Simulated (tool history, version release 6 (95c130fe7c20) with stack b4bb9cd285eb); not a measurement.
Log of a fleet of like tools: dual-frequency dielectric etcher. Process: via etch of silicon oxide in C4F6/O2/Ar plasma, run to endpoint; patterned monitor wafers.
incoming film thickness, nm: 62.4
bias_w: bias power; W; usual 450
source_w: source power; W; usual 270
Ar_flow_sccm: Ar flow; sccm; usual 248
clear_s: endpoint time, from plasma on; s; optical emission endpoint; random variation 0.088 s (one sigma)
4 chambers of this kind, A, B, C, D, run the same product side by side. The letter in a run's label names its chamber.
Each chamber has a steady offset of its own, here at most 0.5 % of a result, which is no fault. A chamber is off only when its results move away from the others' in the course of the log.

run   hour  bias_w  source_w  Ar_flow_sccm  hours since the last wet clean  hours since the last bias power generator calibration  hours since the last source power generator calibration  hours since the last Ar flow controller change  clear_s
 1A   10.7     450       270           248                            12.1                                                 1094.5                                                    735.3                                          1720.5   16.317
 2B   21.4     450       270           248                           195.7                                                 3154.7                                                    489.5                                           143.1   16.172
 3C   29.3     450       270           248                            82.8                                                 1668.3                                                     91.4                                          1183.2    16.24
 4D   42.9     450       270           248                           410.8                                                 1494.4                                                   2340.4                                           199.3   16.209
 5D   50.7     450       230           248                           418.6                                                 1502.2                                                   2348.2                                           207.1   17.261
 6A   61.6     450       230           248                              63                                                 1145.4                                                    786.2                                          1771.4   17.077
 7B   73.3     450       230           248                           247.6                                                 3206.6                                                    541.4                                             195   17.322
 8C   80.8     450       230           248                           134.3                                                 1719.8                                                    142.9                                          1234.7   17.139
 9B   91.9     450       270           248                           266.2                                                 3225.2                                                      560                                           213.6   16.156
10A  105.8     450       270           248                           107.2                                                 1189.6                                                    830.4                                          1815.6   16.231
11C    113     450       270           248                           166.5                                                   1752                                                    175.1                                          1266.9   16.279
12D  126.7     450       270           248                           494.6                                                 1578.2                                                   2424.2                                           283.1   16.203
13A  139.3     450       270           248                           140.7                                                 1223.1                                                    863.9                                          1849.1    16.14
14C    151     450       270           248                           204.5                                                   1790                                                    213.1                                          1304.9   16.241
15B  158.8     450       270           248                           333.1                                                 3292.1                                                    626.9                                           280.5   16.256
16D  166.6     450       270           248                           534.5                                                 1618.1                                                   2464.1                                             323   16.233
     175.4  -- chamber D: wet clean of the chamber
       176  -- chamber D: bias power generator calibrated
17B  176.1     450       270           248                           350.4                                                 3309.4                                                    644.2                                           297.8   16.368
18D  188.9     450       270           248                            13.6                                                     13                                                   2486.4                                           345.3   16.767
19A    198     414       220           248                           199.4                                                 1281.8                                                    922.6                                          1907.8    18.07
     198.5  -- chamber B: wet clean of the chamber
20C  208.6     414       220           248                           262.1                                                 1847.6                                                    270.7                                          1362.5   18.003
21B  215.9     414       220           248                            17.4                                                 3349.2                                                      684                                           337.6   18.016
22D    225     414       220           248                            49.7                                                   49.1                                                   2522.5                                           381.4   18.984
23A  236.7     450       270           248                           238.1                                                 1320.5                                                    961.3                                          1946.5   16.085
24C  244.2     450       270           248                           297.7                                                 1883.2                                                    306.3                                          1398.1   16.102
25B  253.2     450       270           248                            54.7                                                 3386.5                                                    721.3                                           374.9   16.279
26C  261.2     450       270           248                           314.7                                                 1900.2                                                    323.3                                          1415.1   16.182
27A  275.5     450       210           248                           276.9                                                 1359.3                                                   1000.1                                          1985.3   17.567
28D  286.2     450       210           248                           110.9                                                  110.3                                                   2583.7                                           442.6   18.698
29A  292.9     450       210           248                           294.3                                                 1376.7                                                   1017.5                                          2002.7   17.747
30B  299.3     450       210           248                           100.8                                                 3432.6                                                    767.4                                             421    17.85
31D  306.1     450       270           248                           130.8                                                  130.2                                                   2603.6                                           462.5    16.89
32C  319.9     450       270           248                           373.4                                                 1958.9                                                      382                                          1473.8   16.184
33D  333.6     450       270           248                           158.3                                                  157.7                                                   2631.1                                             490    16.82
34A  346.9     450       270           248                           348.3                                                 1430.7                                                   1071.5                                          2056.7   16.245
35C  354.7     450       270           248                           408.2                                                 1993.7                                                    416.8                                          1508.6   15.921
36B  366.8     450       270           248                           168.3                                                 3500.1                                                    834.9                                           488.5   16.327
37A  376.4     450       270           248                           377.8                                                 1460.2                                                     1101                                          2086.2   16.224

What goes on in this fleet: one chamber off, a drifting gauge, or nothing beyond the chambers' own small offsets? Name the chamber and the cause, if any.

A service left chamber D off against the others.
Cause: etch rate under this chamber's usual, % = 4.1.

Here are 4 candidates for chamber D's next run, each the usual settings with a change, their results left as question marks. Which one brings its results back in line with what the others give on the usual settings?
In line means no further than this from the other chambers' mean on the usual settings: clear_s 0.31 s
38D-1   387     450       270           161                                                                                                                                                                                                        ?
38D-2   387     425       250           248                                                                                                                                                                                                        ?
38D-3   387     498       300           240                                                                                                                                                                                                        ?
38D-4   387     399       240           248                                                                                                                                                                                                        ?

The other chambers' mean on the usual settings: clear_s 16.213 s
  run  clear_s
38D-1   16.155
38D-2   17.798
38D-3   15.636
38D-4   18.492
38D-1 brings the chamber back in line.

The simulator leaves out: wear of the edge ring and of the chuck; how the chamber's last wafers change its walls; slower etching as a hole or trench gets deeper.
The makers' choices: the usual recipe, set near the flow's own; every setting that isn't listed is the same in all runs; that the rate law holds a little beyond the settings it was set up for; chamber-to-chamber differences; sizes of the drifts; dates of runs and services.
